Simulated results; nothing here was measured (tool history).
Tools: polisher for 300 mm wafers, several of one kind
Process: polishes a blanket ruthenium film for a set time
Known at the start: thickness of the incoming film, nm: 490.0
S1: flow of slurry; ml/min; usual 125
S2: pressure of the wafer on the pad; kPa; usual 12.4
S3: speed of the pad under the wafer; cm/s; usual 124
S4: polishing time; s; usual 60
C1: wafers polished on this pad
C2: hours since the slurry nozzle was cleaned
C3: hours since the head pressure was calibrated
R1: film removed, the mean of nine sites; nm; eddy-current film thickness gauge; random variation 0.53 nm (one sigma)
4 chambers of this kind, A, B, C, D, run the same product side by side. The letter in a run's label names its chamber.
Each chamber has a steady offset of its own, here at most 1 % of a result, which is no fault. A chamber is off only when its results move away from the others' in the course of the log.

run	hour	S1	S2	S3	S4	C1	C2	C3	R1
# hour 9.0: chamber A: worn pad replaced by a new one
1C	9.1	125	12.4	124	60	1186	500.5	689.1	70.843
2A	14.0	125	12.4	124	60	41	613.5	956.9	69.528
# hour 18.7: chamber C: worn pad replaced by a new one
3B	23.3	125	12.4	124	60	803	364.9	69.3	68.842
4D	32.5	125	12.4	124	60	621	157.6	224.8	70.472
5C	41.2	125	12.4	124	60	184	532.6	721.2	69.851
6A	47.5	125	12.4	124	60	315	647.0	990.4	69.340
# hour 53.7: chamber A: slurry nozzle cleaned
7D	57.4	125	12.4	124	60	824	182.5	249.7	68.976
8B	64.6	125	12.4	124	60	1140	406.2	110.6	69.830
# hour 69.4: chamber B: worn pad replaced by a new one
# hour 71.8: chamber A: head pressure recalibrated
9B	71.8	125	12.4	124	60	20	413.4	117.8	70.146
10C	76.8	125	12.4	124	60	475	568.2	756.8	71.032
11A	86.2	125	12.4	124	78	631	32.6	14.5	89.470
# hour 92.0: chamber D: worn pad replaced by a new one
12D	96.7	125	12.4	124	78	38	221.8	289.0	90.637
13D	105.4	125	12.4	124	78	110	230.5	297.7	91.253
14B	115.9	125	12.4	124	78	380	457.5	161.9	90.105
15C	120.6	125	12.4	124	60	833	612.0	800.6	68.924
16A	126.0	110	12.4	124	75	956	72.4	54.3	84.337
17A	136.9	110	12.4	124	75	1045	83.3	65.2	84.612
# hour 141.0: chamber D: head pressure recalibrated
# hour 144.7: chamber A: worn pad replaced by a new one
18C	145.9	110	12.4	124	75	1039	637.3	825.9	83.289
19D	153.0	110	12.4	124	75	499	278.1	12.0	84.273
20B	161.6	125	12.4	124	60	753	503.2	207.6	69.983
21D	168.9	125	12.4	124	60	628	294.0	27.9	71.112
22A	175.6	110	12.4	150	60	252	122.0	103.9	83.051
23C	182.4	110	12.4	150	60	1338	673.8	862.4	78.828
# hour 187.6: chamber C: worn pad replaced by a new one
# hour 188.0: chamber D: slurry nozzle cleaned
24B	190.3	110	12.4	150	60	988	531.9	236.3	81.786
# hour 192.3: chamber B: worn pad replaced by a new one
25C	195.1	110	12.4	150	60	61	686.5	875.1	78.371
26B	200.8	125	12.4	124	60	69	542.4	246.8	69.148
# hour 208.9: chamber B: slurry nozzle cleaned
27A	211.4	125	12.4	124	60	545	157.8	139.7	69.798
28D	218.4	125	12.4	124	60	1033	30.4	77.4	69.710
29A	228.5	125	12.4	124	60	684	174.9	156.8	68.855
# hour 230.2: chamber D: worn pad replaced by a new one
30B	238.1	125	12.4	124	60	374	29.3	284.1	69.253
31C	248.8	125	12.4	124	60	500	740.2	928.8	66.329
# hour 250.2: chamber A: worn pad replaced by a new one
# hour 251.8: chamber B: head pressure recalibrated
32D	259.8	125	15.2	124	47	242	71.8	118.8	66.555
33B	266.7	125	15.2	124	47	608	57.9	14.9	65.430
34D	271.7	125	15.2	124	47	339	83.7	130.7	66.987
35A	277.2	125	15.2	124	47	221	223.6	205.5	67.636
36C	286.4	125	12.4	124	60	808	777.8	966.4	64.435
37B	293.3	125	12.4	124	60	825	84.5	41.5	70.500
38D	299.5	125	12.4	124	60	566	111.5	158.5	69.753
39A	309.6	125	12.4	124	60	485	256.0	237.9	69.636

All 4 chambers run these settings next. Forecast each chamber's results:
40A	317.4	125	12.4	82	60				?
40B	317.4	125	12.4	82	60				?
40C	317.4	125	12.4	82	60				?
40D	317.4	125	12.4	82	60				?

run	R1
40A	45.050
40B	46.154
40C	42.794
40D	46.161
